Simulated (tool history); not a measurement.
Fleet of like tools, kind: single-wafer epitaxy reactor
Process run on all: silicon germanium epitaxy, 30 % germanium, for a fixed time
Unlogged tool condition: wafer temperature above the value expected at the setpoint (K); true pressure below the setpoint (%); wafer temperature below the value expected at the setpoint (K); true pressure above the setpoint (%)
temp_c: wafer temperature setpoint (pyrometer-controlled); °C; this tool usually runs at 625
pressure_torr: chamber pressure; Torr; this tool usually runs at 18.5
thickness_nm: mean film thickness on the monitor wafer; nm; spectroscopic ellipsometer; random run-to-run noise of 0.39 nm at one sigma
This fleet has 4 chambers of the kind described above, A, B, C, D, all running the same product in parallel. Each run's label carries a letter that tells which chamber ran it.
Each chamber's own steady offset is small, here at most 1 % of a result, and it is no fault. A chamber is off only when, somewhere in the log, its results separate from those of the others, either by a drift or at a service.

| run | day | temp_c | pressure_torr | hours since the last pyrometer calibration | hours since the last manometer calibration | read-back reference wafer on the same gauge, thickness_nm | thickness_nm |
|---|---|---|---|---|---|---|---|
| 1D | 0.283 | 625 | 18.5 | 799.0 | 366.8 | 101.05 | 88.390 |
| 2C | 0.596 | 625 | 18.5 | 1674.7 | 1235.2 | 101.07 | 89.455 |
| 3A | 1.025 | 625 | 18.5 | 1664.6 | 2097.8 | 100.96 | 89.111 |
| 4B | 1.571 | 625 | 18.5 | 1573.9 | 1627.5 | 101.07 | 89.192 |
| 5A | 2.154 | 625 | 18.5 | 1691.7 | 2124.9 | 101.07 | 89.308 |
| 6D | 2.579 | 625 | 18.5 | 854.1 | 421.9 | 101.00 | 88.068 |
| 7C | 3.158 | 625 | 18.5 | 1736.2 | 1296.7 | 101.02 | 89.353 |
|  | 3.692 | chamber B: pyrometer calibrated |
| 8B | 3.738 | 625 | 18.5 | 1.1 | 1679.5 | 101.02 | 89.601 |
| 9A | 4.100 | 616 | 15.1 | 1738.4 | 2171.6 | 100.93 | 70.645 |
| 10C | 4.688 | 616 | 15.1 | 1772.9 | 1333.4 | 100.99 | 69.933 |
| 11B | 5.196 | 616 | 15.1 | 36.1 | 1714.5 | 101.00 | 70.334 |
| 12D | 5.496 | 616 | 15.1 | 924.1 | 491.9 | 101.06 | 69.853 |
| 13C | 6.038 | 625 | 18.5 | 1805.3 | 1365.8 | 101.02 | 89.646 |
| 14A | 6.379 | 625 | 18.5 | 1793.1 | 2226.3 | 101.04 | 88.750 |
| 15D | 6.688 | 625 | 18.5 | 952.7 | 520.5 | 101.03 | 88.552 |
| 16B | 6.988 | 625 | 14.6 | 79.1 | 1757.5 | 101.04 | 81.029 |
| 17C | 7.342 | 625 | 14.6 | 1836.6 | 1397.1 | 101.02 | 80.908 |
| 18D | 7.904 | 625 | 14.6 | 981.9 | 549.7 | 101.02 | 80.667 |
| 19A | 8.317 | 625 | 14.6 | 1839.6 | 2272.8 | 101.02 | 81.030 |
| 20B | 8.671 | 625 | 15.1 | 119.5 | 1797.9 | 101.04 | 82.953 |
| 21D | 9.042 | 625 | 15.1 | 1009.2 | 577.0 | 100.98 | 81.538 |
| 22A | 9.425 | 625 | 15.1 | 1866.2 | 2299.4 | 100.92 | 81.413 |
| 23C | 9.858 | 625 | 15.1 | 1897.0 | 1457.5 | 101.04 | 81.624 |
| 24B | 10.292 | 625 | 14.5 | 158.4 | 1836.8 | 100.95 | 80.986 |
|  | 10.321 | chamber C: capacitance manometer re-zeroed and calibrated |
| 25A | 10.821 | 625 | 14.5 | 1899.7 | 2332.9 | 100.98 | 80.695 |
| 26D | 11.308 | 625 | 14.5 | 1063.6 | 631.4 | 101.02 | 80.622 |
| 27B | 11.767 | 625 | 14.5 | 193.8 | 1872.2 | 100.99 | 80.629 |
| 28C | 12.083 | 625 | 18.5 | 1950.4 | 42.3 | 101.02 | 89.200 |
| 29D | 12.425 | 625 | 18.5 | 1090.4 | 658.2 | 101.00 | 89.100 |
| 30C | 12.788 | 625 | 18.5 | 1967.3 | 59.2 | 100.96 | 89.001 |
| 31B | 13.162 | 625 | 18.5 | 227.3 | 1905.7 | 100.82 | 89.620 |
| 32A | 13.762 | 625 | 18.5 | 1970.3 | 2403.5 | 101.01 | 88.464 |
| 33A | 14.250 | 625 | 18.5 | 1982.0 | 2415.2 | 100.97 | 89.310 |
| 34C | 14.817 | 625 | 18.5 | 2016.0 | 107.9 | 100.98 | 89.758 |
|  | 14.904 | chamber C: pyrometer calibrated |
|  | 15.071 | chamber A: capacitance manometer re-zeroed and calibrated |
| 35D | 15.258 | 625 | 18.5 | 1158.4 | 726.2 | 100.99 | 88.317 |
| 36B | 15.829 | 625 | 18.5 | 291.3 | 1969.7 | 100.92 | 89.224 |
| 37D | 16.162 | 625 | 18.5 | 1180.1 | 747.9 | 100.90 | 88.315 |
| 38B | 16.596 | 625 | 18.5 | 309.7 | 1988.1 | 100.96 | 88.951 |
| 39C | 17.058 | 625 | 18.5 | 51.7 | 161.7 | 101.03 | 89.284 |
| 40A | 17.429 | 616 | 21.3 | 2058.3 | 56.6 | 101.00 | 81.123 |
| 41D | 18.012 | 616 | 21.3 | 1224.5 | 792.3 | 101.05 | 79.232 |
| 42B | 18.521 | 616 | 21.3 | 355.9 | 2034.3 | 100.98 | 80.822 |
| 43A | 18.917 | 616 | 21.3 | 2094.0 | 92.3 | 101.07 | 81.362 |
| 44C | 19.346 | 625 | 18.5 | 106.6 | 216.6 | 101.05 | 88.481 |

Predict what each chamber gives when all 4 of them run the settings below next.
| 45A | 19.779 | 625 | 18.5 |  |  |  | ? |
| 45B | 19.779 | 625 | 18.5 |  |  |  | ? |
| 45C | 19.779 | 625 | 18.5 |  |  |  | ? |
| 45D | 19.779 | 625 | 18.5 |  |  |  | ? |

| run | thickness_nm |
|---|---|
| 45A | 89.614 |
| 45B | 89.057 |
| 45C | 89.052 |
| 45D | 88.429 |
